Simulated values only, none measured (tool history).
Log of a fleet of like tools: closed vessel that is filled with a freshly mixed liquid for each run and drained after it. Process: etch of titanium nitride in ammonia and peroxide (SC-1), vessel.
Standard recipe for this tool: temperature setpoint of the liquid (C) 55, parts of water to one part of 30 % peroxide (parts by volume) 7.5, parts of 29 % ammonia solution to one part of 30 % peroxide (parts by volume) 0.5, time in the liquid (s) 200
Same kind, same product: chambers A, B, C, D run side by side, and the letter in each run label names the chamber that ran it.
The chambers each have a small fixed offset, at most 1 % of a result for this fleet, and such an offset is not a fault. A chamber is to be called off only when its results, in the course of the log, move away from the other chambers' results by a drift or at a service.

| run | day | temperature setpoint of the liquid (C) | parts of water to one part of 30 % peroxide (parts by volume) | parts of 29 % ammonia solution to one part of 30 % peroxide (parts by volume) | time in the liquid (s) | hours since the thermometer was replaced | hours since the ammonia flow meter was replaced | hours since the drum of ammonia solution was connected | read-back film thickness of the titanium nitride reference wafer, read on the same gauge (nm) | thickness taken off the titanium nitride on a monitor wafer (nm) |
|---|---|---|---|---|---|---|---|---|---|---|
| 1D | 0.188 | 55 | 7.5 | 0.5 | 200 | 585.7 | 807.2 | 321.4 | 40.009 | 17.039 |
|  | 0.412 | chamber A: new drum of ammonia solution connected |
| 2A | 0.608 | 55 | 7.5 | 0.5 | 200 | 1755.5 | 461.7 | 4.8 | 40.033 | 17.623 |
| 3B | 1.008 | 55 | 7.5 | 0.5 | 200 | 1208.1 | 927.2 | 499.2 | 40.004 | 17.282 |
| 4C | 1.338 | 55 | 7.5 | 0.5 | 200 | 1326.3 | 1111.8 | 204.1 | 40.025 | 17.233 |
| 5B | 1.771 | 55 | 7.5 | 0.5 | 200 | 1226.4 | 945.5 | 517.5 | 40.009 | 17.472 |
| 6C | 2.171 | 55 | 7.5 | 0.5 | 200 | 1346.3 | 1131.8 | 224.1 | 40.003 | 17.307 |
| 7A | 2.604 | 55 | 7.5 | 0.5 | 200 | 1803.4 | 509.6 | 52.7 | 39.970 | 17.750 |
|  | 2.904 | chamber A: ammonia flow meter replaced |
| 8D | 2.979 | 55 | 7.5 | 0.5 | 200 | 652.7 | 874.2 | 388.4 | 40.024 | 16.843 |
| 9A | 3.296 | 55 | 7.5 | 0.5 | 200 | 1820.0 | 9.5 | 69.3 | 40.028 | 17.445 |
| 10C | 3.688 | 55 | 7.5 | 0.5 | 200 | 1382.7 | 1168.2 | 260.5 | 39.982 | 17.007 |
| 11B | 4.050 | 55 | 7.5 | 0.5 | 200 | 1281.1 | 1000.2 | 572.2 | 39.980 | 17.400 |
| 12D | 4.267 | 55 | 7.5 | 0.5 | 200 | 683.6 | 905.1 | 419.3 | 40.009 | 16.706 |
| 13C | 4.550 | 46 | 7.5 | 0.5 | 305 | 1403.4 | 1188.9 | 281.2 | 39.990 | 13.966 |
| 14B | 4.892 | 46 | 7.5 | 0.5 | 305 | 1301.3 | 1020.4 | 592.4 | 40.004 | 14.072 |
| 15A | 5.121 | 46 | 7.5 | 0.5 | 305 | 1863.8 | 53.3 | 113.1 | 39.995 | 14.247 |
| 16D | 5.550 | 46 | 7.5 | 0.5 | 305 | 714.4 | 935.9 | 450.1 | 40.030 | 13.394 |
| 17B | 5.817 | 55 | 7.5 | 0.5 | 200 | 1323.5 | 1042.6 | 614.6 | 40.031 | 17.158 |
| 18C | 6.025 | 55 | 7.5 | 0.5 | 200 | 1438.8 | 1224.3 | 316.6 | 39.983 | 17.056 |
|  | 6.196 | chamber D: new drum of ammonia solution connected |
| 19A | 6.458 | 55 | 7.5 | 0.5 | 200 | 1895.9 | 85.4 | 145.2 | 40.039 | 17.700 |
| 20D | 6.792 | 55 | 7.5 | 0.5 | 200 | 744.2 | 965.7 | 14.4 | 39.999 | 16.085 |
| 21B | 7.104 | 55 | 7.5 | 0.5 | 200 | 1354.4 | 1073.5 | 645.5 | 40.014 | 17.511 |
| 22A | 7.338 | 55 | 7.5 | 0.5 | 200 | 1917.0 | 106.5 | 166.3 | 40.008 | 17.261 |
| 23C | 7.658 | 55 | 7.5 | 0.5 | 200 | 1478.0 | 1263.5 | 355.8 | 40.011 | 17.066 |
| 24D | 7.967 | 55 | 10.0 | 0.5 | 200 | 772.4 | 993.9 | 42.6 | 40.017 | 13.737 |

One chamber off, gauge drift, or nothing amiss beyond the chambers' own small offsets? If it is a chamber, which one, and what is the likeliest cause?

One chamber, D, drifts off from the rest bit by bit.
Cause: liquid colder than its thermometer reads (K) = 1.08.

Here are 4 candidates for chamber D's next run, each the usual settings with a change, their results left as question marks. Which one brings its results back in line with what the others give on the usual settings?
A result is in line if it is within this distance of the other chambers' mean on the usual settings: thickness taken off the titanium nitride on a monitor wafer (nm) 0.540
| 25D-1 | 8.283 | 56.5 | 7.5 | 0.5 | 215 |  |  |  |  | ? |
| 25D-2 | 8.283 | 55.0 | 10.5 | 0.5 | 200 |  |  |  |  | ? |
| 25D-3 | 8.283 | 55.0 | 6.5 | 0.5 | 200 |  |  |  |  | ? |
| 25D-4 | 8.283 | 55.0 | 7.5 | 0.5 | 185 |  |  |  |  | ? |

Other chambers, usual settings, mean: thickness taken off the titanium nitride on a monitor wafer (nm) 17.294
| run | thickness taken off the titanium nitride on a monitor wafer (nm) |
|---|---|
| 25D-1 | 18.858 |
| 25D-2 | 13.325 |
| 25D-3 | 17.050 |
| 25D-4 | 14.679 |
The right change is 25D-3: it brings the chamber back within the allowed miss of the others.

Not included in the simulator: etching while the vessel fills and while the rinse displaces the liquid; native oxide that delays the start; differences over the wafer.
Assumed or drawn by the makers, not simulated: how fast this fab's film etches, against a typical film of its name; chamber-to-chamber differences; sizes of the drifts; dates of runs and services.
